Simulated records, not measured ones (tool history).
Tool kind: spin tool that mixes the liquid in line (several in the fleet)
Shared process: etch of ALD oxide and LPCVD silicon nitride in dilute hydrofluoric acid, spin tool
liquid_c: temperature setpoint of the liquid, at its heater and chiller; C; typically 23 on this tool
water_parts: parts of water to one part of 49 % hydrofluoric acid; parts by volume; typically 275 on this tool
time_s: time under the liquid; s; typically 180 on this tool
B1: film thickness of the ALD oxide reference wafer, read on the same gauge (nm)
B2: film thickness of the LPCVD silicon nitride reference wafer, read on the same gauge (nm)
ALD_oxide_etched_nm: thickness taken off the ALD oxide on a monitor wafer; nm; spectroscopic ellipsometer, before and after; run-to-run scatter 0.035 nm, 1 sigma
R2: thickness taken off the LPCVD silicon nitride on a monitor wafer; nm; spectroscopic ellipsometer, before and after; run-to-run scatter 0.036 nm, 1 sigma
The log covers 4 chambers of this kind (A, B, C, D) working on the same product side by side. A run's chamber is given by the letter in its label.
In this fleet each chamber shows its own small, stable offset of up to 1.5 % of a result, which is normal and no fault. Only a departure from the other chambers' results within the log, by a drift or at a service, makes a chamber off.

{"run": "1C", "hour": 5.7, "liquid_c": 23, "water_parts": 275, "time_s": 180, "B1": 129.99, "B2": 110.01, "ALD_oxide_etched_nm": 5.0261, "R2": 0.2968}
{"run": "2B", "hour": 9.2, "liquid_c": 23, "water_parts": 275, "time_s": 180, "B1": 129.97, "B2": 109.98, "ALD_oxide_etched_nm": 5.1326, "R2": 0.31579}
{"run": "3D", "hour": 12.1, "liquid_c": 23, "water_parts": 275, "time_s": 180, "B1": 129.98, "B2": 109.98, "ALD_oxide_etched_nm": 5.115, "R2": 0.29216}
{"run": "4A", "hour": 16.3, "liquid_c": 23, "water_parts": 275, "time_s": 180, "B1": 130.01, "B2": 109.98, "ALD_oxide_etched_nm": 5.0646, "R2": 0.27105}
{"run": "5A", "hour": 19.5, "liquid_c": 23, "water_parts": 275, "time_s": 180, "B1": 129.98, "B2": 109.99, "ALD_oxide_etched_nm": 5.042, "R2": 0.35861}
{"run": "6B", "hour": 22.6, "liquid_c": 23, "water_parts": 275, "time_s": 180, "B1": 129.99, "B2": 110.01, "ALD_oxide_etched_nm": 5.1859, "R2": 0.30968}
{"run": "7D", "hour": 27.7, "liquid_c": 23, "water_parts": 275, "time_s": 180, "B1": 130, "B2": 109.98, "ALD_oxide_etched_nm": 5.1028, "R2": 0.37722}
{"run": "8C", "hour": 32.4, "liquid_c": 23, "water_parts": 275, "time_s": 180, "B1": 129.98, "B2": 110.01, "ALD_oxide_etched_nm": 5.073, "R2": 0.29961}
{"run": "9B", "hour": 36.9, "liquid_c": 23, "water_parts": 275, "time_s": 180, "B1": 130.03, "B2": 110, "ALD_oxide_etched_nm": 5.1084, "R2": 0.30458}
{"run": "10C", "hour": 43.4, "liquid_c": 23, "water_parts": 275, "time_s": 180, "B1": 129.99, "B2": 110, "ALD_oxide_etched_nm": 5.0738, "R2": 0.25458}
{"run": "11A", "hour": 50.1, "liquid_c": 23, "water_parts": 275, "time_s": 180, "B1": 129.98, "B2": 109.97, "ALD_oxide_etched_nm": 5.0705, "R2": 0.2852}
{"run": "12D", "hour": 56.9, "liquid_c": 23, "water_parts": 275, "time_s": 180, "B1": 130, "B2": 110, "ALD_oxide_etched_nm": 5.1266, "R2": 0.37121}
{"run": "13B", "hour": 61.9, "liquid_c": 23, "water_parts": 275, "time_s": 180, "B1": 130.04, "B2": 110.03, "ALD_oxide_etched_nm": 5.0963, "R2": 0.36823}
{"run": "14C", "hour": 65.1, "liquid_c": 23, "water_parts": 275, "time_s": 180, "B1": 130.04, "B2": 110, "ALD_oxide_etched_nm": 5.0209, "R2": 0.28007}
{"run": "15A", "hour": 71.0, "liquid_c": 23, "water_parts": 275, "time_s": 180, "B1": 129.99, "B2": 110.03, "ALD_oxide_etched_nm": 5.1223, "R2": 0.25138}
{"run": "16D", "hour": 76.1, "liquid_c": 23, "water_parts": 275, "time_s": 180, "B1": 129.99, "B2": 109.98, "ALD_oxide_etched_nm": 5.1325, "R2": 0.29221}
{"hour": 81.6, "done": "chamber D: thermometer replaced"}
{"run": "17C", "hour": 82.6, "liquid_c": 23, "water_parts": 275, "time_s": 180, "B1": 130.03, "B2": 110.01, "ALD_oxide_etched_nm": 5.0476, "R2": 0.34137}
{"run": "18A", "hour": 86.2, "liquid_c": 23, "water_parts": 275, "time_s": 180, "B1": 129.98, "B2": 109.98, "ALD_oxide_etched_nm": 5.0897, "R2": 0.29546}
{"run": "19D", "hour": 89.6, "liquid_c": 23, "water_parts": 275, "time_s": 180, "B1": 130.01, "B2": 110.01, "ALD_oxide_etched_nm": 5.0968, "R2": 0.35708}
{"run": "20B", "hour": 93.7, "liquid_c": 23, "water_parts": 275, "time_s": 180, "B1": 129.98, "B2": 110, "ALD_oxide_etched_nm": 5.1534, "R2": 0.36523}
{"run": "21B", "hour": 97.9, "liquid_c": 23, "water_parts": 275, "time_s": 180, "B1": 130.02, "B2": 110, "ALD_oxide_etched_nm": 5.0592, "R2": 0.36275}
{"run": "22A", "hour": 101.4, "liquid_c": 23, "water_parts": 275, "time_s": 180, "B1": 130.03, "B2": 110.01, "ALD_oxide_etched_nm": 5.0621, "R2": 0.35637}
{"run": "23D", "hour": 106.5, "liquid_c": 23, "water_parts": 215, "time_s": 180, "B1": 130, "B2": 109.99, "ALD_oxide_etched_nm": 7.0163, "R2": 0.443}
{"run": "24C", "hour": 111.1, "liquid_c": 23, "water_parts": 215, "time_s": 180, "B1": 130, "B2": 110, "ALD_oxide_etched_nm": 6.7819, "R2": 0.48835}
{"run": "25D", "hour": 114.5, "liquid_c": 23, "water_parts": 215, "time_s": 180, "B1": 130.02, "B2": 110, "ALD_oxide_etched_nm": 6.9927, "R2": 0.47485}
{"run": "26A", "hour": 121.0, "liquid_c": 23, "water_parts": 215, "time_s": 180, "B1": 130.02, "B2": 110, "ALD_oxide_etched_nm": 6.8698, "R2": 0.425}
{"run": "27B", "hour": 127.3, "liquid_c": 23, "water_parts": 275, "time_s": 180, "B1": 130, "B2": 110, "ALD_oxide_etched_nm": 5.126, "R2": 0.25774}
{"run": "28C", "hour": 132.3, "liquid_c": 23, "water_parts": 275, "time_s": 180, "B1": 130, "B2": 110.03, "ALD_oxide_etched_nm": 5.0274, "R2": 0.34845}
{"run": "29B", "hour": 137.3, "liquid_c": 23, "water_parts": 275, "time_s": 180, "B1": 130.01, "B2": 110, "ALD_oxide_etched_nm": 5.1377, "R2": 0.33845}
{"run": "30A", "hour": 144.1, "liquid_c": 23, "water_parts": 275, "time_s": 180, "B1": 129.98, "B2": 109.99, "ALD_oxide_etched_nm": 5.0799, "R2": 0.31534}
{"run": "31C", "hour": 147.7, "liquid_c": 23, "water_parts": 275, "time_s": 180, "B1": 130.01, "B2": 110.01, "ALD_oxide_etched_nm": 5.0307, "R2": 0.38335}
{"run": "32D", "hour": 152.2, "liquid_c": 23, "water_parts": 275, "time_s": 180, "B1": 130.01, "B2": 109.97, "ALD_oxide_etched_nm": 5.116, "R2": 0.26195}
{"run": "33D", "hour": 157.9, "liquid_c": 21, "water_parts": 275, "time_s": 180, "B1": 129.95, "B2": 110.01, "ALD_oxide_etched_nm": 4.772, "R2": 0.28197}
{"run": "34A", "hour": 163.8, "liquid_c": 21, "water_parts": 275, "time_s": 180, "B1": 129.99, "B2": 110.01, "ALD_oxide_etched_nm": 4.7461, "R2": 0.24927}
{"hour": 164.1, "done": "chamber B: thermometer replaced"}
{"run": "35C", "hour": 167.0, "liquid_c": 21, "water_parts": 275, "time_s": 180, "B1": 130.05, "B2": 110.02, "ALD_oxide_etched_nm": 4.734, "R2": 0.26927}
{"run": "36B", "hour": 171.4, "liquid_c": 21, "water_parts": 275, "time_s": 180, "B1": 129.98, "B2": 109.98, "ALD_oxide_etched_nm": 4.7971, "R2": 0.34456}
{"run": "37D", "hour": 176.4, "liquid_c": 23, "water_parts": 275, "time_s": 180, "B1": 129.98, "B2": 110, "ALD_oxide_etched_nm": 5.0441, "R2": 0.29702}
{"run": "38B", "hour": 181.5, "liquid_c": 23, "water_parts": 275, "time_s": 180, "B1": 129.97, "B2": 109.99, "ALD_oxide_etched_nm": 5.1855, "R2": 0.34931}
{"run": "39C", "hour": 184.6, "liquid_c": 23, "water_parts": 275, "time_s": 180, "B1": 130.01, "B2": 110.02, "ALD_oxide_etched_nm": 5.0013, "R2": 0.31757}
{"run": "40A", "hour": 189.6, "liquid_c": 23, "water_parts": 275, "time_s": 180, "B1": 129.99, "B2": 109.98, "ALD_oxide_etched_nm": 5.0454, "R2": 0.31578}
{"run": "41C", "hour": 195.7, "liquid_c": 23, "water_parts": 275, "time_s": 180, "B1": 130.03, "B2": 110.01, "ALD_oxide_etched_nm": 5.1002, "R2": 0.36675}
{"run": "42A", "hour": 201.1, "liquid_c": 23, "water_parts": 275, "time_s": 180, "B1": 129.98, "B2": 109.99, "ALD_oxide_etched_nm": 5.1236, "R2": 0.36404}
{"run": "43B", "hour": 206.0, "liquid_c": 23, "water_parts": 275, "time_s": 180, "B1": 130.02, "B2": 109.97, "ALD_oxide_etched_nm": 5.1409, "R2": 0.30665}

Next, all 4 chambers run the settings below, one line each with question marks for the results. What does each chamber give?
{"run": "44A", "hour": 210.9, "liquid_c": 23, "water_parts": 275, "time_s": 130, "ALD_oxide_etched_nm": "?", "R2": "?"}
{"run": "44B", "hour": 210.9, "liquid_c": 23, "water_parts": 275, "time_s": 130, "ALD_oxide_etched_nm": "?", "R2": "?"}
{"run": "44C", "hour": 210.9, "liquid_c": 23, "water_parts": 275, "time_s": 130, "ALD_oxide_etched_nm": "?", "R2": "?"}
{"run": "44D", "hour": 210.9, "liquid_c": 23, "water_parts": 275, "time_s": 130, "ALD_oxide_etched_nm": "?", "R2": "?"}

run=44A ALD_oxide_etched_nm=3.6736 R2=0.24818
run=44B ALD_oxide_etched_nm=3.7213 R2=0.25686
run=44C ALD_oxide_etched_nm=3.6212 R2=0.23101
run=44D ALD_oxide_etched_nm=3.6977 R2=0.23716
